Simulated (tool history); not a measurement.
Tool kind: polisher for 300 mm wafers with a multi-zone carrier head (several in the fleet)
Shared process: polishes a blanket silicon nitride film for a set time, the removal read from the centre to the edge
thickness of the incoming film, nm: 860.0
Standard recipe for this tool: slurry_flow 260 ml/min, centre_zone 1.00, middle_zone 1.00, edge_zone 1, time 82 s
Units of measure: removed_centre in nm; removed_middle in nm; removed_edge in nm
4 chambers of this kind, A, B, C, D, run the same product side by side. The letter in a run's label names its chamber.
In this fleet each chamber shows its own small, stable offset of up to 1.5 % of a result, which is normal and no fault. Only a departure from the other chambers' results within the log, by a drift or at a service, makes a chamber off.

run,hour,slurry_flow,centre_zone,middle_zone,edge_zone,time,wafers polished on this pad,hours since the slurry nozzle was cleaned,hours since the centre zone pressure was calibrated,hours since the edge zone pressure was calibrated,removed_centre,removed_middle,removed_edge
1A,11.2,260,1.00,1.00,1,82,733,89.0,21.9,631.7,105.200,105.210,102.450
# hour 17.9: chamber B: worn pad replaced by a new one
2B,25.1,260,1.00,1.00,1,82,91,81.8,124.1,392.6,106.410,107.310,103.700
3C,32.9,260,1.00,1.00,1,82,733,245.3,80.6,997.7,104.150,104.030,105.770
# hour 36.3: chamber A: worn pad replaced by a new one
# hour 42.5: chamber D: worn pad replaced by a new one
4D,45.5,260,1.00,1.00,1,82,38,638.6,286.0,274.7,105.130,106.840,106.570
5B,53.2,260,1.00,1.00,1,82,443,109.9,152.2,420.7,105.350,105.860,107.130
# hour 65.9: chamber C: worn pad replaced by a new one
6D,68.3,260,1.00,1.00,1,82,324,661.4,308.8,297.5,104.740,105.150,109.000
# hour 73.7: chamber B: worn pad replaced by a new one
7C,80.0,260,1.00,1.00,1,82,177,292.4,127.7,1044.8,104.370,103.980,107.590
8A,89.9,260,1.00,1.00,1,82,673,167.7,100.6,710.4,105.060,105.300,104.070
9C,99.7,260,1.00,1.00,1,82,425,312.1,147.4,1064.5,104.530,105.540,104.060
# hour 105.5: chamber D: slurry nozzle cleaned
10D,108.5,260,1.00,1.00,1,82,829,3.0,349.0,337.7,105.600,106.170,105.490
11B,119.7,180,1.00,1.12,1,82,577,176.4,218.7,487.2,99.573,111.600,100.160
# hour 133.3: chamber D: worn pad replaced by a new one
# hour 133.5: chamber B: worn pad replaced by a new one
12A,134.9,180,1.00,1.12,1,82,1237,212.7,145.6,755.4,98.951,112.990,99.718
# hour 138.8: chamber A: worn pad replaced by a new one
13B,147.2,180,1.00,1.12,1,82,172,203.9,246.2,514.7,98.848,111.720,101.470
# hour 148.8: chamber C: worn pad replaced by a new one
14D,154.5,180,1.00,1.12,1,82,267,49.0,395.0,383.7,99.591,111.540,101.580
15C,168.6,260,1.00,1.00,1,82,248,381.0,216.3,1133.4,102.580,100.800,101.710
# hour 172.1: chamber C: edge zone pressure recalibrated
16A,183.4,220,1.00,1.00,1,82,559,261.2,194.1,803.9,102.900,103.870,104.190
17D,196.6,220,1.00,1.00,1,82,795,91.1,437.1,425.8,102.630,104.480,103.750
# hour 197.3: chamber B: worn pad replaced by a new one
18A,207.3,220,1.00,1.00,1,82,859,285.1,218.0,827.8,102.290,104.470,104.170
19C,218.9,220,1.00,1.00,1,82,880,431.3,266.6,46.9,97.162,99.066,99.393
20B,231.0,260,1.00,1.00,1,82,423,287.7,330.0,598.5,105.900,106.290,102.800
# hour 231.2: chamber C: worn pad replaced by a new one
# hour 235.4: chamber D: worn pad replaced by a new one
# hour 239.0: chamber A: worn pad replaced by a new one
21D,243.5,260,1.00,1.00,1,82,102,138.0,484.0,472.7,104.990,107.220,103.670
22C,252.3,260,1.00,1.00,1,82,265,464.7,300.0,80.3,100.230,98.201,101.430
# hour 257.4: chamber B: worn pad replaced by a new one
23B,266.9,260,1.00,1.00,1,82,120,323.6,365.9,634.4,104.550,105.220,105.550
24A,275.0,260,1.00,1.00,1,82,452,352.8,285.7,895.5,104.430,105.970,106.740
25C,281.6,260,1.00,1.00,1,82,632,494.0,329.3,109.6,97.417,95.550,100.700

Does one chamber stand apart from the rest, does the shared gauge drift, or is all well apart from small per-chamber offsets? Give the chamber and the most likely cause, where there is one.

Chamber C drifts away from the others.
Cause: slurry flow missing at the pad, % = 41.7.

Which of the 4 candidates below, each the usual settings with something changed and its results left as question marks, puts chamber C back in line with what the other chambers give on the usual settings?
Maximum distance from the other chambers' mean on the usual settings for a result to count as in line: removed_centre 2.400 nm; removed_middle 3.900 nm; removed_edge 4.600 nm
26C-1,292.6,265,1.01,1.01,0.99,84,,,,,?,?,?
26C-2,292.6,255,0.98,0.98,1.02,77,,,,,?,?,?
26C-3,292.6,265,1.02,1.02,0.98,87,,,,,?,?,?
26C-4,292.6,255,0.99,0.99,1.01,80,,,,,?,?,?

Average result of the remaining chambers running the usual settings: removed_centre 105.190 nm; removed_middle 105.440 nm; removed_edge 105.140 nm
run,removed_centre,removed_middle,removed_edge
26C-1,99.991,100.120,101.760
26C-2,87.961,88.687,94.316
26C-3,104.690,104.630,104.820
26C-4,92.417,92.989,97.467
The answer is 26C-3, which returns the chamber to within the allowed miss of the others.
